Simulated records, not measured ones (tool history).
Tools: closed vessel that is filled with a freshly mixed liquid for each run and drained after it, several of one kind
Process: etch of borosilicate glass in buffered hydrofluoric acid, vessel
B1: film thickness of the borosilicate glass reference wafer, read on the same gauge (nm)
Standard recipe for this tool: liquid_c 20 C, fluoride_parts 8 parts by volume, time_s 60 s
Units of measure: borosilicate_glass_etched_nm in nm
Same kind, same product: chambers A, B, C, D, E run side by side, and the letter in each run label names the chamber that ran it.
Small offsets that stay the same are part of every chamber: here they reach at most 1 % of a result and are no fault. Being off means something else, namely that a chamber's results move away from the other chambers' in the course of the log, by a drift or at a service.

At hour 8.6: chamber E: thermometer replaced.
At hour 9.2: chamber A: hydrofluoric acid flow meter replaced.
Run 1D, hour 9.9: usual settings; B1 150.01. Result: borosilicate_glass_etched_nm 74.572 nm.
Run 2C, hour 16.9: usual settings; B1 150.01. Result: borosilicate_glass_etched_nm 71.729 nm.
At hour 23.5: chamber C: thermometer replaced.
Run 3B, hour 26.4: usual settings; B1 149.99. Result: borosilicate_glass_etched_nm 72.543 nm.
Run 4E, hour 36.3: usual settings; B1 150.01. Result: borosilicate_glass_etched_nm 73.182 nm.
Run 5A, hour 44.8: usual settings; B1 150. Result: borosilicate_glass_etched_nm 71.781 nm.
Run 6D, hour 50.5: usual settings; B1 149.99. Result: borosilicate_glass_etched_nm 72.009 nm.
Run 7C, hour 60.4: usual settings; B1 149.99. Result: borosilicate_glass_etched_nm 73.882 nm.
Run 8A, hour 72.5: usual settings; B1 149.99. Result: borosilicate_glass_etched_nm 72.962 nm.
Run 9B, hour 79.4: usual settings but liquid_c 17.5 C; B1 150.01. Result: borosilicate_glass_etched_nm 63.87 nm.
Run 10E, hour 89.3: usual settings but liquid_c 17.5 C; B1 149.99. Result: borosilicate_glass_etched_nm 64.417 nm.
At hour 99.8: chamber E: hydrofluoric acid flow meter replaced.
Run 11E, hour 101.9: usual settings but liquid_c 17.5 C; B1 150. Result: borosilicate_glass_etched_nm 63.67 nm.
Run 12A, hour 110.3: usual settings but liquid_c 17.5 C; B1 150. Result: borosilicate_glass_etched_nm 63.932 nm.
Run 13C, hour 122.3: usual settings but liquid_c 17.5 C; B1 150. Result: borosilicate_glass_etched_nm 63.939 nm.
Run 14B, hour 129.3: usual settings; B1 149.99. Result: borosilicate_glass_etched_nm 71.333 nm.
Run 15D, hour 137.8: usual settings; B1 150. Result: borosilicate_glass_etched_nm 71.692 nm.
At hour 139.7: chamber B: thermometer replaced.
Run 16A, hour 144.5: usual settings; B1 150.01. Result: borosilicate_glass_etched_nm 71.204 nm.
Run 17C, hour 151.3: usual settings; B1 150.02. Result: borosilicate_glass_etched_nm 73.556 nm.
Run 18D, hour 157.7: usual settings; B1 149.99. Result: borosilicate_glass_etched_nm 72.405 nm.
Run 19B, hour 168.6: usual settings; B1 150. Result: borosilicate_glass_etched_nm 72.474 nm.
Run 20E, hour 174.6: usual settings; B1 149.99. Result: borosilicate_glass_etched_nm 73.192 nm.
Run 21C, hour 180.5: usual settings; B1 150. Result: borosilicate_glass_etched_nm 75.585 nm.
At hour 182.7: chamber B: hydrofluoric acid flow meter replaced.
Run 22B, hour 191.6: usual settings; B1 150. Result: borosilicate_glass_etched_nm 72.194 nm.
Run 23D, hour 197.4: usual settings; B1 150. Result: borosilicate_glass_etched_nm 72.857 nm.
Run 24A, hour 205.9: usual settings; B1 150. Result: borosilicate_glass_etched_nm 72.963 nm.
Run 25E, hour 215: usual settings; B1 150. Result: borosilicate_glass_etched_nm 72.212 nm.
Run 26D, hour 222.9: usual settings; B1 150. Result: borosilicate_glass_etched_nm 72.516 nm.
Run 27C, hour 234.9: usual settings; B1 150. Result: borosilicate_glass_etched_nm 76.835 nm.
At hour 239.7: chamber A: thermometer replaced.
Run 28A, hour 241.5: usual settings; B1 150.02. Result: borosilicate_glass_etched_nm 71.558 nm.
Run 29B, hour 253.1: usual settings; B1 150.01. Result: borosilicate_glass_etched_nm 72.103 nm.
Run 30E, hour 261.8: usual settings but fluoride_parts 10 parts by volume; B1 150. Result: borosilicate_glass_etched_nm 59.348 nm.
At hour 267.7: chamber D: thermometer replaced.
Run 31C, hour 270.8: usual settings but fluoride_parts 10 parts by volume; B1 150. Result: borosilicate_glass_etched_nm 61.247 nm.
Run 32D, hour 278.1: usual settings but fluoride_parts 10 parts by volume; B1 150.01. Result: borosilicate_glass_etched_nm 60.014 nm.
Run 33A, hour 290.1: usual settings but fluoride_parts 10 parts by volume; B1 149.98. Result: borosilicate_glass_etched_nm 59.46 nm.
Run 34E, hour 297: usual settings but fluoride_parts 10 parts by volume; B1 149.99. Result: borosilicate_glass_etched_nm 59.242 nm.
Run 35B, hour 303.8: usual settings; B1 150. Result: borosilicate_glass_etched_nm 73.853 nm.
Run 36C, hour 316: usual settings; B1 150. Result: borosilicate_glass_etched_nm 78.18 nm.
Run 37A, hour 323.9: usual settings but liquid_c 18.5 C, time_s 50 s; B1 149.99. Result: borosilicate_glass_etched_nm 56.135 nm.
Run 38B, hour 333.5: usual settings but liquid_c 18.5 C, time_s 50 s; B1 149.99. Result: borosilicate_glass_etched_nm 56.511 nm.
Run 39E, hour 346.1: usual settings but liquid_c 18.5 C, time_s 50 s; B1 150. Result: borosilicate_glass_etched_nm 56.277 nm.

Does one chamber stand apart from the rest, does the shared gauge drift, or is all well apart from small per-chamber offsets? Give the chamber and the most likely cause, where there is one.

Chamber C drifts away from the others.
Likeliest cause: hydrofluoric acid flow above the setpoint (%) = 10.1.
The log may not tell that from: liquid hotter than its thermometer reads (K).

Which of the 4 candidates below, each the usual settings with something changed and its results left as question marks, puts chamber C back in line with what the other chambers give on the usual settings?
In line means no further than this from the other chambers' mean on the usual settings: borosilicate_glass_etched_nm 2.5 nm
Run 40C-1, hour 355.5: usual settings but liquid_c 20.5 C. Result: borosilicate_glass_etched_nm ?.
Run 40C-2, hour 355.5: usual settings but liquid_c 20.5 C, time_s 65 s. Result: borosilicate_glass_etched_nm ?.
Run 40C-3, hour 355.5: usual settings but time_s 55 s. Result: borosilicate_glass_etched_nm ?.
Run 40C-4, hour 355.5: usual settings but liquid_c 19.5 C. Result: borosilicate_glass_etched_nm ?.

Usual-settings mean across the other chambers: borosilicate_glass_etched_nm 72.717 nm
  run  borosilicate_glass_etched_nm
40C-1                        82.277
40C-2                        89.134
40C-3                        73.395
40C-4                        77.868
40C-3 is the one that brings the chamber's results back in line with the other chambers.

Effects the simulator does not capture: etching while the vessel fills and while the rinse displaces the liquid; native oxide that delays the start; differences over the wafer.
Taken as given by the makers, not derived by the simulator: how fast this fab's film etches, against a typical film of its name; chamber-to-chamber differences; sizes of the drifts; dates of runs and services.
